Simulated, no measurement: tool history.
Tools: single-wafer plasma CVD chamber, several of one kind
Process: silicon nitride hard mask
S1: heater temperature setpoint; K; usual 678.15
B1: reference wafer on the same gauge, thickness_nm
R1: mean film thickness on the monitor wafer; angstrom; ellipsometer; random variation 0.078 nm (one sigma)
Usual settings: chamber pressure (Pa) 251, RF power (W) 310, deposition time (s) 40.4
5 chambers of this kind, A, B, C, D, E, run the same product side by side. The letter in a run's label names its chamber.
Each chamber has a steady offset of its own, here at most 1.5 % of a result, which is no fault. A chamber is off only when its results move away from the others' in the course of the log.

Run 1B, hour 7.2: usual settings; B1 45.196. Result: R1 498.91 angstrom.
Run 2E, hour 15.5: usual settings; B1 45.179. Result: R1 494.20 angstrom.
Run 3D, hour 23.0: usual settings; B1 45.165. Result: R1 492.21 angstrom.
Run 4A, hour 30.7: usual settings; B1 45.165. Result: R1 497.85 angstrom.
Run 5C, hour 39.8: usual settings; B1 45.165. Result: R1 497.59 angstrom.
Run 6A, hour 51.0: usual settings; B1 45.141. Result: R1 495.49 angstrom.
Run 7D, hour 57.9: usual settings; B1 45.140. Result: R1 490.40 angstrom.
Run 8C, hour 66.0: usual settings but deposition time (s) 46.1; B1 45.120. Result: R1 567.68 angstrom.
Run 9B, hour 71.3: usual settings but deposition time (s) 46.1; B1 45.138. Result: R1 567.34 angstrom.
Run 10E, hour 80.8: usual settings but deposition time (s) 46.1; B1 45.118. Result: R1 563.18 angstrom.
Run 11A, hour 91.1: usual settings but deposition time (s) 46.1; B1 45.101. Result: R1 567.45 angstrom.
Run 12B, hour 98.1: usual settings but deposition time (s) 46.1; B1 45.093. Result: R1 567.62 angstrom.
Run 13D, hour 109.5: usual settings; B1 45.104. Result: R1 488.37 angstrom.
Run 14E, hour 116.6: usual settings; B1 45.071. Result: R1 494.26 angstrom.
Run 15C, hour 123.6: usual settings; B1 45.082. Result: R1 496.16 angstrom.
Run 16C, hour 130.1: usual settings; B1 45.066. Result: R1 496.78 angstrom.
At hour 132.7: chamber A: capacitance manometer re-zeroed and calibrated.
Run 17E, hour 137.7: usual settings; B1 45.055. Result: R1 493.29 angstrom.
Run 18B, hour 143.2: usual settings; B1 45.049. Result: R1 496.90 angstrom.
Run 19D, hour 152.3: usual settings; B1 45.051. Result: R1 488.79 angstrom.
Run 20A, hour 158.7: usual settings; B1 45.042. Result: R1 495.42 angstrom.
Run 21E, hour 166.0: usual settings; B1 45.046. Result: R1 493.68 angstrom.
Run 22B, hour 175.9: usual settings; B1 45.034. Result: R1 497.01 angstrom.
Run 23C, hour 183.5: usual settings but chamber pressure (Pa) 309, deposition time (s) 47.8; B1 45.003. Result: R1 620.06 angstrom.
At hour 190.5: chamber D: thermocouple changed; heater temperature recalibrated.
Run 24A, hour 193.7: usual settings but chamber pressure (Pa) 309, deposition time (s) 47.8; B1 45.010. Result: R1 617.87 angstrom.
Run 25D, hour 200.3: usual settings but chamber pressure (Pa) 309, deposition time (s) 47.8; B1 45.012. Result: R1 611.46 angstrom.
Run 26A, hour 208.1: usual settings but chamber pressure (Pa) 309, deposition time (s) 47.8; B1 44.983. Result: R1 617.36 angstrom.
Run 27B, hour 219.5: usual settings but chamber pressure (Pa) 309, deposition time (s) 47.8; B1 44.972. Result: R1 620.82 angstrom.
At hour 226.5: chamber A: RF generator calibrated.
Run 28E, hour 229.7: usual settings; B1 44.975. Result: R1 493.26 angstrom.
Run 29C, hour 241.5: usual settings; B1 44.962. Result: R1 494.80 angstrom.
Run 30D, hour 252.5: usual settings; B1 44.948. Result: R1 488.30 angstrom.
At hour 253.5: chamber E: thermocouple changed; heater temperature recalibrated.
Run 31E, hour 259.5: usual settings; B1 44.927. Result: R1 492.51 angstrom.
At hour 264.5: chamber C: capacitance manometer re-zeroed and calibrated.
Run 32A, hour 268.1: usual settings; B1 44.932. Result: R1 494.14 angstrom.
Run 33D, hour 275.5: usual settings; B1 44.948. Result: R1 488.07 angstrom.
Run 34C, hour 282.2: usual settings; B1 44.912. Result: R1 494.98 angstrom.

What goes on in this fleet: one chamber off, a drifting gauge, or nothing beyond the chambers' own small offsets? Name the chamber and the cause, if any.

The gauge drifts, so all chambers seem to drift together. No chamber is off.
Cause: gauge reads low (%) = 0.647.
